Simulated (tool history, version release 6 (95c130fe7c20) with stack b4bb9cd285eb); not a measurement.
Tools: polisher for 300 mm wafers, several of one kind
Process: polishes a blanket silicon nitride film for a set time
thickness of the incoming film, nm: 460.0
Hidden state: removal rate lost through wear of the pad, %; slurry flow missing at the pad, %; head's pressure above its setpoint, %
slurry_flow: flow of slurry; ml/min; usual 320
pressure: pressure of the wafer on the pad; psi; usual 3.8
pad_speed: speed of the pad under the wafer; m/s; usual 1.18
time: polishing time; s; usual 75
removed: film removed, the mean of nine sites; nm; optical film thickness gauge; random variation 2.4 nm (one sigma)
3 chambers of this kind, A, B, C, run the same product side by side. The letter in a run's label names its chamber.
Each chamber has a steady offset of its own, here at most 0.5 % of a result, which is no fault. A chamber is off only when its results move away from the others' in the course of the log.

| run | hour | slurry_flow | pressure | pad_speed | time | wafers polished on this pad | hours since the slurry nozzle was cleaned | hours since the head pressure was calibrated | removed |
|---|---|---|---|---|---|---|---|---|---|
| 1A | 6.0 | 320 | 3.8 | 1.18 | 75 | 654 | 121.6 | 90.5 | 175.44 |
| 2B | 13.5 | 320 | 3.8 | 1.18 | 75 | 763 | 210.4 | 566.8 | 177.93 |
| 3C | 17.8 | 320 | 3.8 | 1.18 | 75 | 187 | 50.5 | 581.6 | 173.29 |
| 4B | 22.5 | 320 | 3.8 | 1.18 | 75 | 856 | 219.4 | 575.8 | 177.68 |
| 5A | 30.2 | 320 | 3.8 | 1.18 | 75 | 903 | 145.8 | 114.7 | 175.36 |
| 6C | 35.8 | 320 | 3.8 | 1.18 | 75 | 372 | 68.5 | 599.6 | 177.20 |
| 7A | 41.1 | 320 | 3.8 | 1.18 | 75 | 1015 | 156.7 | 125.6 | 178.47 |
| 8B | 46.8 | 320 | 3.8 | 1.18 | 75 | 1105 | 243.7 | 600.1 | 178.39 |
| 9C | 51.7 | 320 | 3.8 | 1.18 | 75 | 536 | 84.4 | 615.5 | 178.52 |
| 10C | 59.3 | 320 | 3.8 | 1.18 | 75 | 614 | 92.0 | 623.1 | 177.88 |
| 11B | 63.2 | 320 | 3.8 | 1.18 | 75 | 1274 | 260.1 | 616.5 | 171.53 |
| 12A | 68.2 | 320 | 3.8 | 1.34 | 85 | 1293 | 183.8 | 152.7 | 211.38 |
|  | 72.1 | chamber B: worn pad replaced by a new one |
| 13A | 73.0 | 320 | 3.8 | 1.34 | 85 | 1343 | 188.6 | 157.5 | 213.65 |
|  | 76.5 | chamber C: worn pad replaced by a new one |
| 14B | 79.6 | 320 | 3.8 | 1.34 | 85 | 77 | 276.5 | 632.9 | 226.12 |
| 15C | 85.0 | 320 | 3.8 | 1.18 | 75 | 87 | 117.7 | 648.8 | 175.18 |
| 16A | 92.7 | 425 | 3.8 | 0.96 | 75 | 1545 | 208.3 | 177.2 | 148.12 |
| 17C | 100.5 | 425 | 3.8 | 0.96 | 75 | 246 | 133.2 | 664.3 | 150.99 |
| 18B | 107.3 | 425 | 3.8 | 0.96 | 75 | 361 | 304.2 | 660.6 | 154.16 |
| 19B | 110.8 | 320 | 3.8 | 1.18 | 75 | 397 | 307.7 | 664.1 | 176.49 |
| 20A | 116.2 | 320 | 3.8 | 1.18 | 97 | 1786 | 231.8 | 200.7 | 222.44 |
| 21C | 122.5 | 320 | 3.8 | 1.18 | 97 | 472 | 155.2 | 686.3 | 235.18 |
| 22C | 130.0 | 320 | 3.8 | 1.18 | 97 | 549 | 162.7 | 693.8 | 226.95 |
| 23B | 136.5 | 320 | 3.8 | 1.18 | 90 | 661 | 333.4 | 689.8 | 209.83 |
| 24A | 143.8 | 320 | 3.8 | 1.18 | 90 | 2070 | 259.4 | 228.3 | 199.36 |
| 25A | 151.2 | 320 | 3.8 | 1.18 | 90 | 2146 | 266.8 | 235.7 | 199.83 |
|  | 155.0 | chamber C: worn pad replaced by a new one |
| 26C | 157.0 | 320 | 4.2 | 1.18 | 75 | 20 | 189.7 | 720.8 | 191.11 |
| 27B | 161.2 | 320 | 4.2 | 1.18 | 75 | 915 | 358.1 | 714.5 | 196.09 |
| 28B | 167.6 | 320 | 4.2 | 1.18 | 75 | 981 | 364.5 | 720.9 | 196.77 |
| 29C | 173.4 | 320 | 3.8 | 1.18 | 75 | 189 | 206.1 | 737.2 | 177.30 |
| 30A | 179.3 | 320 | 4.6 | 1.18 | 75 | 2434 | 294.9 | 263.8 | 202.24 |
| 31A | 185.5 | 320 | 4.6 | 1.18 | 75 | 2498 | 301.1 | 270.0 | 199.06 |
| 32C | 193.2 | 320 | 4.6 | 1.18 | 75 | 392 | 225.9 | 757.0 | 211.28 |
| 33B | 196.9 | 320 | 3.8 | 1.18 | 75 | 1282 | 393.8 | 750.2 | 182.01 |
| 34C | 201.2 | 320 | 3.8 | 1.18 | 75 | 474 | 233.9 | 765.0 | 176.43 |
| 35B | 206.9 | 320 | 4.5 | 1.18 | 75 | 1385 | 403.8 | 760.2 | 208.10 |
| 36A | 214.5 | 320 | 4.5 | 1.18 | 75 | 2796 | 330.1 | 299.0 | 191.77 |
|  | 214.6 | chamber B: worn pad replaced by a new one |
| 37C | 221.5 | 320 | 4.5 | 1.18 | 75 | 683 | 254.2 | 785.3 | 208.50 |
| 38A | 226.9 | 320 | 3.8 | 1.18 | 75 | 2923 | 342.5 | 311.4 | 159.77 |
| 39B | 232.8 | 320 | 3.8 | 1.18 | 75 | 187 | 429.7 | 786.1 | 179.36 |
| 40B | 237.5 | 320 | 3.8 | 1.18 | 75 | 235 | 434.4 | 790.8 | 175.73 |

Is one chamber off against the others, does the gauge drift, or is nothing wrong? If a chamber is off, say which, and what the likeliest cause is.

Chamber A drifts away from the others.
Cause: removal rate lost through wear of the pad, % = 8.22.
The log may not tell that from: head's pressure below its setpoint, %.

Here are 4 candidates for chamber A's next run, each the usual settings with a change, their results left as question marks. Which one brings its results back in line with what the others give on the usual settings?
In line means no further than this from the other chambers' mean on the usual settings: removed 8.40 nm
| 41A-1 | 243.2 | 320 | 3.9 | 1.22 | 78 |  |  |  | ? |
| 41A-2 | 243.2 | 325 | 4.1 | 1.18 | 82 |  |  |  | ? |
| 41A-3 | 243.2 | 320 | 3.6 | 1.18 | 71 |  |  |  | ? |
| 41A-4 | 243.2 | 320 | 3.8 | 0.92 | 75 |  |  |  | ? |

The other chambers' mean on the usual settings: removed 176.04 nm
| run | removed |
|---|---|
| 41A-1 | 175.22 |
| 41A-2 | 188.84 |
| 41A-3 | 143.19 |
| 41A-4 | 130.46 |
41A-1 brings the chamber back in line.
